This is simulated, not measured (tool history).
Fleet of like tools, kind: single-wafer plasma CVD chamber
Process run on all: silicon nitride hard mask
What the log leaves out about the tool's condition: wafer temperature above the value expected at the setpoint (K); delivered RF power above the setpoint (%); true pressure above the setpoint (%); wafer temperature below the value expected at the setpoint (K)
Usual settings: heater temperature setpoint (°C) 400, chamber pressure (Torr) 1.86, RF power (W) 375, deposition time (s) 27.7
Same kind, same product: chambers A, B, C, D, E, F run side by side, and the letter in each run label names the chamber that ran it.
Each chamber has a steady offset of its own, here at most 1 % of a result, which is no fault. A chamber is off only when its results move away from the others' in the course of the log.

run	hour	heater temperature setpoint (°C)	chamber pressure (Torr)	RF power (W)	deposition time (s)	hours since the last thermocouple change	hours since the last RF generator calibration	hours since the last manometer calibration	read-back reference wafer on the same gauge, thickness_nm	mean film thickness on the monitor wafer (Å)
1D	8.2	400	1.86	375	27.7	813.9	337.8	937.0	44.910	384.81
2A	16.4	400	1.86	375	27.7	453.6	638.2	318.9	44.910	386.85
3B	23.8	400	1.86	375	27.7	2166.6	1430.7	1153.2	44.924	384.21
4E	28.7	400	1.86	375	27.7	1899.0	615.8	2531.9	44.924	385.05
5C	34.8	400	1.86	375	27.7	1243.5	261.2	1343.9	44.924	384.10
6F	40.0	400	1.86	375	27.7	850.1	542.0	2106.1	44.926	382.25
7F	48.6	413	1.86	400	27.7	858.7	550.6	2114.7	44.932	395.83
8E	59.0	413	1.86	400	27.7	1929.3	646.1	2562.2	44.933	397.08
9B	68.7	413	1.86	400	27.7	2211.5	1475.6	1198.1	44.943	396.70
# hour 74.0: chamber B: RF generator calibrated
10C	76.7	413	1.86	400	27.7	1285.4	303.1	1385.8	44.954	397.79
11A	87.3	413	1.86	400	27.7	524.5	709.1	389.8	44.962	400.36
12D	93.5	413	1.86	400	27.7	899.2	423.1	1022.3	44.951	398.70
13B	103.6	400	1.86	375	27.7	2246.4	29.7	1233.0	44.971	384.48
14A	110.7	400	1.86	375	27.7	547.9	732.5	413.2	44.987	387.33
15D	118.8	400	1.86	375	27.7	924.5	448.4	1047.6	44.993	385.92
16E	123.5	400	1.86	375	27.7	1993.8	710.6	2626.7	44.993	384.90
17C	130.8	400	1.86	375	27.7	1339.5	357.2	1439.9	44.988	384.86
18F	136.6	400	1.86	375	27.7	946.7	638.6	2202.7	44.998	382.22
19C	144.0	400	2.08	375	27.7	1352.7	370.4	1453.1	44.999	396.94
20B	150.2	400	2.08	375	27.7	2293.0	76.3	1279.6	45.002	396.68
# hour 152.1: chamber E: capacitance manometer re-zeroed and calibrated
# hour 154.6: chamber D: capacitance manometer re-zeroed and calibrated
21F	157.4	400	2.08	375	27.7	967.5	659.4	2223.5	45.004	395.29
22A	162.6	400	2.08	375	27.7	599.8	784.4	465.1	45.026	399.01
23D	169.9	400	2.08	375	27.7	975.6	499.5	15.3	45.028	398.14
24E	176.6	400	2.08	375	27.7	2046.9	763.7	24.6	45.027	397.89
25A	183.2	400	1.86	375	27.7	620.4	805.0	485.7	45.023	387.51
26C	188.6	400	1.86	375	27.7	1397.3	415.0	1497.7	45.029	384.60
27F	196.2	400	1.86	375	27.7	1006.3	698.2	2262.3	45.037	383.81
28E	204.0	400	1.86	375	27.7	2074.3	791.1	52.0	45.053	386.13
# hour 205.1: chamber E: RF generator calibrated
29B	211.4	400	1.86	375	27.7	2354.2	137.5	1340.8	45.061	384.66
30D	217.5	400	1.86	375	27.7	1023.2	547.1	62.9	45.059	385.79
31C	224.0	400	1.86	375	27.7	1432.7	450.4	1533.1	45.058	385.00
32E	233.2	400	1.86	375	27.7	2103.5	28.1	81.2	45.066	386.04
33F	237.8	400	1.86	375	27.7	1047.9	739.8	2303.9	45.074	383.57
34A	245.2	400	1.86	375	27.7	682.4	867.0	547.7	45.085	387.59
35B	252.1	400	1.86	375	27.7	2394.9	178.2	1381.5	45.069	385.16
36D	259.7	400	1.86	375	27.7	1065.4	589.3	105.1	45.081	386.04

One chamber off, gauge drift, or nothing amiss beyond the chambers' own small offsets? If it is a chamber, which one, and what is the likeliest cause?

Every chamber seems to shift together because the gauge that measures them all drifts; the chambers themselves are fine.
Likeliest cause: gauge reads high (%) = 0.423.
